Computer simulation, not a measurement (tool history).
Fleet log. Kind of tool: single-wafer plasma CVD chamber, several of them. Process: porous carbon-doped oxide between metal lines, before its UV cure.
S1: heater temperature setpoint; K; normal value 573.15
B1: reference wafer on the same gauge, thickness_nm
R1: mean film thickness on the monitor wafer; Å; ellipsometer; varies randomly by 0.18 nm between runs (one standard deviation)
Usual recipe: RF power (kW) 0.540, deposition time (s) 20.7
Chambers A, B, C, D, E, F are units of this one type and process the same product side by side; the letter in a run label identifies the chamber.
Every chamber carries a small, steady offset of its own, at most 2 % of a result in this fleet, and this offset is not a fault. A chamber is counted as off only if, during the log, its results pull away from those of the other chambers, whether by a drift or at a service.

-- day=0.133 chamber D: RF generator calibrated
-- day=0.175 chamber A: thermocouple changed; heater temperature recalibrated
run 1D day=0.417 | S1=573.15 RF_power_(kW)=0.540 deposition_time_(s)=20.7 | B1=136.05 | R1=1171.2
run 2C day=0.738 | S1=573.15 RF_power_(kW)=0.540 deposition_time_(s)=20.7 | B1=136.07 | R1=1195.6
run 3B day=1.096 | S1=573.15 RF_power_(kW)=0.540 deposition_time_(s)=20.7 | B1=136.01 | R1=1190.8
run 4A day=1.450 | S1=573.15 RF_power_(kW)=0.540 deposition_time_(s)=20.7 | B1=136.05 | R1=1206.8
run 5E day=1.688 | S1=573.15 RF_power_(kW)=0.540 deposition_time_(s)=20.7 | B1=136.09 | R1=1187.7
run 6F day=1.917 | S1=573.15 RF_power_(kW)=0.540 deposition_time_(s)=20.7 | B1=136.16 | R1=1201.4
run 7B day=2.217 | S1=573.15 RF_power_(kW)=0.590 deposition_time_(s)=20.7 | B1=136.17 | R1=1261.5
run 8F day=2.629 | S1=573.15 RF_power_(kW)=0.590 deposition_time_(s)=20.7 | B1=136.15 | R1=1273.2
run 9E day=3.042 | S1=573.15 RF_power_(kW)=0.590 deposition_time_(s)=20.7 | B1=136.21 | R1=1260.4
run 10D day=3.462 | S1=573.15 RF_power_(kW)=0.590 deposition_time_(s)=20.7 | B1=136.23 | R1=1244.4
-- day=3.496 chamber E: RF generator calibrated
run 11A day=3.808 | S1=573.15 RF_power_(kW)=0.590 deposition_time_(s)=20.7 | B1=136.26 | R1=1283.5
run 12C day=4.088 | S1=573.15 RF_power_(kW)=0.590 deposition_time_(s)=20.7 | B1=136.23 | R1=1270.5
run 13F day=4.350 | S1=573.15 RF_power_(kW)=0.540 deposition_time_(s)=20.7 | B1=136.26 | R1=1201.2
run 14C day=4.742 | S1=573.15 RF_power_(kW)=0.540 deposition_time_(s)=20.7 | B1=136.28 | R1=1194.8
run 15D day=5.100 | S1=562.15 RF_power_(kW)=0.540 deposition_time_(s)=24.3 | B1=136.34 | R1=1464.0
run 16B day=5.508 | S1=562.15 RF_power_(kW)=0.540 deposition_time_(s)=24.3 | B1=136.40 | R1=1482.1
run 17E day=5.742 | S1=562.15 RF_power_(kW)=0.540 deposition_time_(s)=24.3 | B1=136.39 | R1=1480.8
run 18A day=6.188 | S1=562.15 RF_power_(kW)=0.540 deposition_time_(s)=24.3 | B1=136.39 | R1=1509.5
run 19D day=6.454 | S1=562.15 RF_power_(kW)=0.540 deposition_time_(s)=24.3 | B1=136.41 | R1=1468.7
-- day=6.458 chamber C: RF generator calibrated
run 20F day=6.804 | S1=562.15 RF_power_(kW)=0.540 deposition_time_(s)=24.3 | B1=136.42 | R1=1498.8
run 21B day=7.146 | S1=573.15 RF_power_(kW)=0.540 deposition_time_(s)=20.7 | B1=136.49 | R1=1192.4
run 22C day=7.479 | S1=573.15 RF_power_(kW)=0.540 deposition_time_(s)=20.7 | B1=136.53 | R1=1197.1
run 23E day=7.950 | S1=573.15 RF_power_(kW)=0.540 deposition_time_(s)=20.7 | B1=136.52 | R1=1193.6
run 24A day=8.350 | S1=567.15 RF_power_(kW)=0.450 deposition_time_(s)=20.7 | B1=136.60 | R1=1111.0
run 25B day=8.579 | S1=567.15 RF_power_(kW)=0.450 deposition_time_(s)=20.7 | B1=136.55 | R1=1086.2
run 26F day=8.804 | S1=567.15 RF_power_(kW)=0.450 deposition_time_(s)=20.7 | B1=136.62 | R1=1103.2
run 27D day=9.029 | S1=567.15 RF_power_(kW)=0.450 deposition_time_(s)=20.7 | B1=136.57 | R1=1079.6
run 28A day=9.488 | S1=567.15 RF_power_(kW)=0.450 deposition_time_(s)=20.7 | B1=136.58 | R1=1111.3
run 29E day=9.954 | S1=567.15 RF_power_(kW)=0.450 deposition_time_(s)=20.7 | B1=136.65 | R1=1095.8
run 30C day=10.362 | S1=573.15 RF_power_(kW)=0.540 deposition_time_(s)=20.7 | B1=136.65 | R1=1199.5
run 31E day=10.600 | S1=573.15 RF_power_(kW)=0.540 deposition_time_(s)=20.7 | B1=136.69 | R1=1193.9
run 32B day=10.904 | S1=573.15 RF_power_(kW)=0.540 deposition_time_(s)=20.7 | B1=136.72 | R1=1192.7
run 33F day=11.183 | S1=573.15 RF_power_(kW)=0.540 deposition_time_(s)=20.7 | B1=136.74 | R1=1202.7
run 34A day=11.462 | S1=573.15 RF_power_(kW)=0.540 deposition_time_(s)=20.7 | B1=136.73 | R1=1213.6
run 35D day=11.812 | S1=573.15 RF_power_(kW)=0.540 deposition_time_(s)=20.7 | B1=136.78 | R1=1176.9
run 36C day=12.229 | S1=573.15 RF_power_(kW)=0.540 deposition_time_(s)=20.7 | B1=136.78 | R1=1201.6
run 37A day=12.658 | S1=573.15 RF_power_(kW)=0.540 deposition_time_(s)=20.7 | B1=136.77 | R1=1212.1

For the next run the whole fleet of 6 chambers uses the same settings. Give each chamber's results:
run 38A day=13.000 | S1=583.15 RF_power_(kW)=0.540 deposition_time_(s)=20.7 | R1=?
run 38B day=13.000 | S1=583.15 RF_power_(kW)=0.540 deposition_time_(s)=20.7 | R1=?
run 38C day=13.000 | S1=583.15 RF_power_(kW)=0.540 deposition_time_(s)=20.7 | R1=?
run 38D day=13.000 | S1=583.15 RF_power_(kW)=0.540 deposition_time_(s)=20.7 | R1=?
run 38E day=13.000 | S1=583.15 RF_power_(kW)=0.540 deposition_time_(s)=20.7 | R1=?
run 38F day=13.000 | S1=583.15 RF_power_(kW)=0.540 deposition_time_(s)=20.7 | R1=?

run=38A R1=1151.0
run=38B R1=1130.8
run=38C R1=1141.2
run=38D R1=1117.8
run=38E R1=1132.1
run=38F R1=1141.3
